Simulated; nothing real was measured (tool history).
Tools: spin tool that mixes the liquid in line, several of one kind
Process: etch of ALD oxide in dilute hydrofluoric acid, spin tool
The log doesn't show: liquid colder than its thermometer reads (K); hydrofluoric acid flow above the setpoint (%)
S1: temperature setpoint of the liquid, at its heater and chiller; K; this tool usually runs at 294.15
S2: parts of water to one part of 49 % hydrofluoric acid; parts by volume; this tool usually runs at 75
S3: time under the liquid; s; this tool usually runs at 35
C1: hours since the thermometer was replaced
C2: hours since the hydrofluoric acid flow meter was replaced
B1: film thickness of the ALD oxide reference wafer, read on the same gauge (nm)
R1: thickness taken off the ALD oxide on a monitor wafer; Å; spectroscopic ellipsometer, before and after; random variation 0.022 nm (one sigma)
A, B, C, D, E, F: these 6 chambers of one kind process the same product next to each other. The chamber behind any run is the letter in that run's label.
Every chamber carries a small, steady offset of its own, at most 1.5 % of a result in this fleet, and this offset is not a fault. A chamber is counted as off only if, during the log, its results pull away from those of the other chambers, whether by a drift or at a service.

{"run": "1F", "hour": 4.0, "S1": 294.15, "S2": 75, "S3": 35, "C1": 873.4, "C2": 1239.2, "B1": 69.999, "R1": 71.097}
{"run": "2C", "hour": 7.4, "S1": 294.15, "S2": 75, "S3": 35, "C1": 657.9, "C2": 81.4, "B1": 69.999, "R1": 69.839}
{"run": "3A", "hour": 9.7, "S1": 294.15, "S2": 75, "S3": 35, "C1": 1726.7, "C2": 480.4, "B1": 69.99, "R1": 71.019}
{"run": "4B", "hour": 12.0, "S1": 294.15, "S2": 75, "S3": 35, "C1": 287.1, "C2": 328.4, "B1": 70.013, "R1": 71.101}
{"run": "5E", "hour": 15.6, "S1": 294.15, "S2": 75, "S3": 35, "C1": 2110.0, "C2": 204.3, "B1": 69.987, "R1": 70.367}
{"run": "6D", "hour": 18.6, "S1": 294.15, "S2": 75, "S3": 35, "C1": 1470.4, "C2": 93.4, "B1": 69.988, "R1": 70.205}
{"run": "7E", "hour": 21.5, "S1": 294.15, "S2": 75, "S3": 35, "C1": 2115.9, "C2": 210.2, "B1": 69.991, "R1": 70.039}
{"run": "8F", "hour": 23.4, "S1": 294.15, "S2": 75, "S3": 35, "C1": 892.8, "C2": 1258.6, "B1": 70.002, "R1": 70.787}
{"run": "9D", "hour": 26.7, "S1": 294.15, "S2": 75, "S3": 35, "C1": 1478.5, "C2": 101.5, "B1": 70.001, "R1": 70.498}
{"run": "10A", "hour": 30.3, "S1": 294.15, "S2": 75, "S3": 35, "C1": 1747.3, "C2": 501.0, "B1": 70.001, "R1": 70.975}
{"run": "11B", "hour": 33.5, "S1": 294.15, "S2": 95, "S3": 35, "C1": 308.6, "C2": 349.9, "B1": 69.988, "R1": 54.837}
{"run": "12C", "hour": 37.0, "S1": 294.15, "S2": 95, "S3": 35, "C1": 687.5, "C2": 111.0, "B1": 70.005, "R1": 54.277}
{"run": "13E", "hour": 41.5, "S1": 294.15, "S2": 95, "S3": 35, "C1": 2135.9, "C2": 230.2, "B1": 70.009, "R1": 54.576}
{"run": "14B", "hour": 44.4, "S1": 294.15, "S2": 95, "S3": 35, "C1": 319.5, "C2": 360.8, "B1": 69.987, "R1": 54.82}
{"run": "15A", "hour": 48.3, "S1": 294.15, "S2": 95, "S3": 35, "C1": 1765.3, "C2": 519.0, "B1": 69.994, "R1": 54.97}
{"run": "16F", "hour": 50.8, "S1": 294.15, "S2": 95, "S3": 35, "C1": 920.2, "C2": 1286.0, "B1": 70.0, "R1": 54.687}
{"run": "17C", "hour": 54.3, "S1": 294.15, "S2": 75, "S3": 35, "C1": 704.8, "C2": 128.3, "B1": 70.008, "R1": 70.416}
{"run": "18D", "hour": 58.3, "S1": 294.15, "S2": 75, "S3": 35, "C1": 1510.1, "C2": 133.1, "B1": 70.003, "R1": 70.703}
{"run": "19D", "hour": 61.2, "S1": 294.15, "S2": 75, "S3": 35, "C1": 1513.0, "C2": 136.0, "B1": 69.99, "R1": 70.633}
{"hour": 62.3, "done": "chamber A: hydrofluoric acid flow meter replaced"}
{"run": "20F", "hour": 64.8, "S1": 294.15, "S2": 75, "S3": 35, "C1": 934.2, "C2": 1300.0, "B1": 69.996, "R1": 71.212}
{"run": "21B", "hour": 67.6, "S1": 294.15, "S2": 75, "S3": 35, "C1": 342.7, "C2": 384.0, "B1": 70.015, "R1": 71.141}
{"run": "22C", "hour": 71.2, "S1": 294.15, "S2": 75, "S3": 35, "C1": 721.7, "C2": 145.2, "B1": 70.005, "R1": 70.178}
{"run": "23A", "hour": 74.0, "S1": 294.15, "S2": 75, "S3": 35, "C1": 1791.0, "C2": 11.7, "B1": 69.99, "R1": 70.671}
{"run": "24E", "hour": 77.3, "S1": 294.15, "S2": 75, "S3": 35, "C1": 2171.7, "C2": 266.0, "B1": 69.991, "R1": 70.252}
{"run": "25C", "hour": 80.5, "S1": 294.15, "S2": 75, "S3": 35, "C1": 731.0, "C2": 154.5, "B1": 69.995, "R1": 70.069}
{"run": "26E", "hour": 83.2, "S1": 294.15, "S2": 75, "S3": 35, "C1": 2177.6, "C2": 271.9, "B1": 69.995, "R1": 69.904}
{"run": "27F", "hour": 86.6, "S1": 294.15, "S2": 75, "S3": 35, "C1": 956.0, "C2": 1321.8, "B1": 70.001, "R1": 70.88}
{"run": "28B", "hour": 89.7, "S1": 294.15, "S2": 75, "S3": 35, "C1": 364.8, "C2": 406.1, "B1": 69.98, "R1": 71.133}
{"run": "29A", "hour": 92.6, "S1": 294.15, "S2": 75, "S3": 35, "C1": 1809.6, "C2": 30.3, "B1": 70.008, "R1": 70.404}
{"run": "30D", "hour": 94.6, "S1": 294.15, "S2": 40, "S3": 45, "C1": 1546.4, "C2": 169.4, "B1": 70.003, "R1": 178.32}
{"run": "31C", "hour": 97.1, "S1": 294.15, "S2": 40, "S3": 45, "C1": 747.6, "C2": 171.1, "B1": 70.002, "R1": 173.86}
{"run": "32B", "hour": 100.8, "S1": 294.15, "S2": 40, "S3": 45, "C1": 375.9, "C2": 417.2, "B1": 69.983, "R1": 180.43}
{"run": "33A", "hour": 104.8, "S1": 294.15, "S2": 40, "S3": 45, "C1": 1821.8, "C2": 42.5, "B1": 70.001, "R1": 176.29}
{"run": "34D", "hour": 106.7, "S1": 294.15, "S2": 40, "S3": 45, "C1": 1558.5, "C2": 181.5, "B1": 70.008, "R1": 179.33}
{"run": "35E", "hour": 109.4, "S1": 294.15, "S2": 40, "S3": 45, "C1": 2203.8, "C2": 298.1, "B1": 70.014, "R1": 174.54}
{"run": "36F", "hour": 112.9, "S1": 294.15, "S2": 75, "S3": 35, "C1": 982.3, "C2": 1348.1, "B1": 69.99, "R1": 71.111}
{"run": "37C", "hour": 116.8, "S1": 294.15, "S2": 75, "S3": 35, "C1": 767.3, "C2": 190.8, "B1": 69.987, "R1": 70.244}
{"run": "38B", "hour": 119.2, "S1": 294.15, "S2": 75, "S3": 35, "C1": 394.3, "C2": 435.6, "B1": 69.993, "R1": 71.0}
{"run": "39A", "hour": 121.8, "S1": 294.15, "S2": 105, "S3": 35, "C1": 1838.8, "C2": 59.5, "B1": 69.981, "R1": 49.048}
{"run": "40D", "hour": 126.0, "S1": 294.15, "S2": 105, "S3": 35, "C1": 1577.8, "C2": 200.8, "B1": 70.013, "R1": 48.404}
{"run": "41F", "hour": 127.9, "S1": 294.15, "S2": 105, "S3": 35, "C1": 997.3, "C2": 1363.1, "B1": 70.02, "R1": 48.69}
{"run": "42E", "hour": 132.4, "S1": 294.15, "S2": 105, "S3": 35, "C1": 2226.8, "C2": 321.1, "B1": 70.004, "R1": 48.55}
{"run": "43A", "hour": 136.5, "S1": 294.15, "S2": 105, "S3": 35, "C1": 1853.5, "C2": 74.2, "B1": 70.007, "R1": 48.85}
{"run": "44B", "hour": 140.2, "S1": 294.15, "S2": 105, "S3": 35, "C1": 415.3, "C2": 456.6, "B1": 70.018, "R1": 48.73}

Next, all 6 chambers run the settings below, one line each with question marks for the results. What does each chamber give?
{"run": "45A", "hour": 143.4, "S1": 294.15, "S2": 75, "S3": 35, "R1": "?"}
{"run": "45B", "hour": 143.4, "S1": 294.15, "S2": 75, "S3": 35, "R1": "?"}
{"run": "45C", "hour": 143.4, "S1": 294.15, "S2": 75, "S3": 35, "R1": "?"}
{"run": "45D", "hour": 143.4, "S1": 294.15, "S2": 75, "S3": 35, "R1": "?"}
{"run": "45E", "hour": 143.4, "S1": 294.15, "S2": 75, "S3": 35, "R1": "?"}
{"run": "45F", "hour": 143.4, "S1": 294.15, "S2": 75, "S3": 35, "R1": "?"}

run=45A R1=70.703
run=45B R1=71.199
run=45C R1=70.095
run=45D R1=70.390
run=45E R1=70.128
run=45F R1=70.912
